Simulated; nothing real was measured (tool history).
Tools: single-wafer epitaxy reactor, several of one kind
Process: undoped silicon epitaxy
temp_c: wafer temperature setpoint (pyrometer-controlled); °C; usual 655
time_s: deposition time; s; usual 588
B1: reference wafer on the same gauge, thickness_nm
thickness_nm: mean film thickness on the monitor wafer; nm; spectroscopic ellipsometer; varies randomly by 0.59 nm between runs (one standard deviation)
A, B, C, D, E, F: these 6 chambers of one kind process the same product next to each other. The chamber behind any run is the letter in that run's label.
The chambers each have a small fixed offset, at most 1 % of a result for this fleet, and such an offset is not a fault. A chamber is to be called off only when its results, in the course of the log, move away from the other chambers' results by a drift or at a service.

run 1E hour=3.7 | temp_c=655 time_s=588 | B1=110.08 | thickness_nm=110.310
run 2F hour=9.9 | temp_c=655 time_s=588 | B1=109.93 | thickness_nm=110.080
run 3C hour=13.2 | temp_c=655 time_s=588 | B1=110.01 | thickness_nm=109.710
run 4D hour=16.1 | temp_c=655 time_s=588 | B1=109.99 | thickness_nm=110.910
run 5A hour=20.6 | temp_c=655 time_s=588 | B1=110.04 | thickness_nm=110.540
run 6B hour=26.7 | temp_c=655 time_s=588 | B1=110.09 | thickness_nm=109.680
run 7B hour=31.7 | temp_c=655 time_s=588 | B1=109.96 | thickness_nm=109.240
run 8E hour=35.6 | temp_c=655 time_s=628 | B1=110.04 | thickness_nm=118.400
run 9A hour=40.8 | temp_c=655 time_s=628 | B1=110.12 | thickness_nm=117.720
run 10F hour=46.2 | temp_c=655 time_s=628 | B1=110.06 | thickness_nm=117.010
run 11C hour=51.4 | temp_c=655 time_s=628 | B1=110.01 | thickness_nm=117.040
run 12D hour=57.7 | temp_c=655 time_s=628 | B1=110.07 | thickness_nm=119.090
-- hour=63.8 chamber D: pyrometer calibrated
run 13A hour=63.9 | temp_c=655 time_s=628 | B1=110.06 | thickness_nm=118.620
run 14C hour=68.6 | temp_c=655 time_s=588 | B1=110.05 | thickness_nm=109.610
run 15E hour=73.0 | temp_c=655 time_s=588 | B1=110.02 | thickness_nm=110.710
run 16D hour=75.8 | temp_c=655 time_s=588 | B1=110.02 | thickness_nm=109.900
run 17F hour=80.2 | temp_c=655 time_s=588 | B1=110.07 | thickness_nm=110.310
run 18B hour=86.0 | temp_c=655 time_s=588 | B1=109.99 | thickness_nm=109.630
run 19C hour=88.9 | temp_c=655 time_s=588 | B1=109.89 | thickness_nm=110.190
run 20A hour=92.0 | temp_c=655 time_s=588 | B1=110.13 | thickness_nm=111.220
run 21D hour=97.1 | temp_c=655 time_s=588 | B1=110.10 | thickness_nm=110.040
-- hour=101.4 chamber E: pyrometer calibrated
run 22B hour=101.9 | temp_c=655 time_s=588 | B1=110.06 | thickness_nm=109.480
run 23F hour=108.2 | temp_c=655 time_s=636 | B1=110.00 | thickness_nm=119.900
run 24E hour=111.2 | temp_c=655 time_s=636 | B1=110.03 | thickness_nm=112.220
run 25D hour=115.0 | temp_c=655 time_s=636 | B1=110.07 | thickness_nm=119.920
run 26B hour=120.4 | temp_c=655 time_s=636 | B1=110.12 | thickness_nm=119.120
run 27F hour=125.0 | temp_c=655 time_s=636 | B1=109.99 | thickness_nm=119.350
run 28A hour=128.1 | temp_c=655 time_s=636 | B1=109.83 | thickness_nm=119.460
run 29C hour=131.9 | temp_c=655 time_s=588 | B1=109.95 | thickness_nm=109.750
run 30E hour=137.6 | temp_c=655 time_s=672 | B1=110.03 | thickness_nm=118.910
run 31E hour=142.0 | temp_c=655 time_s=672 | B1=109.95 | thickness_nm=118.570
run 32C hour=146.1 | temp_c=655 time_s=672 | B1=110.06 | thickness_nm=124.210
run 33A hour=152.2 | temp_c=655 time_s=672 | B1=110.13 | thickness_nm=127.510
run 34B hour=155.1 | temp_c=655 time_s=672 | B1=110.08 | thickness_nm=124.750
run 35F hour=160.3 | temp_c=655 time_s=672 | B1=109.90 | thickness_nm=125.310
run 36D hour=164.9 | temp_c=655 time_s=588 | B1=110.02 | thickness_nm=111.660
run 37F hour=171.2 | temp_c=655 time_s=588 | B1=109.97 | thickness_nm=110.250
run 38A hour=174.3 | temp_c=648 time_s=476 | B1=109.83 | thickness_nm=76.931

Which is it: a chamber that has drifted or been left off by a service, a gauge drift common to all chambers, or only each chamber's usual small offset? If a chamber is off, name it and its likeliest cause.

After it was serviced, chamber E no longer matches the other chambers.
Most likely cause: wafer temperature below the value expected at the setpoint (K) = 2.77.

Here are 4 candidates for chamber E's next run, each the usual settings with a change, their results left as question marks. Which one brings its results back in line with what the others give on the usual settings?
In line means no further than this from the other chambers' mean on the usual settings: thickness_nm 2.100 nm
run 39E-1 hour=178.8 | temp_c=655 time_s=650 | thickness_nm=?
run 39E-2 hour=178.8 | temp_c=655 time_s=621 | thickness_nm=?
run 39E-3 hour=178.8 | temp_c=655 time_s=555 | thickness_nm=?
run 39E-4 hour=178.8 | temp_c=650 time_s=588 | thickness_nm=?

The mean the other chambers reach with the usual settings: thickness_nm 110.150 nm
run=39E-1 thickness_nm=114.840
run=39E-2 thickness_nm=109.720
run=39E-3 thickness_nm=98.059
run=39E-4 thickness_nm=93.131
39E-2 puts the chamber back in line with the other chambers.

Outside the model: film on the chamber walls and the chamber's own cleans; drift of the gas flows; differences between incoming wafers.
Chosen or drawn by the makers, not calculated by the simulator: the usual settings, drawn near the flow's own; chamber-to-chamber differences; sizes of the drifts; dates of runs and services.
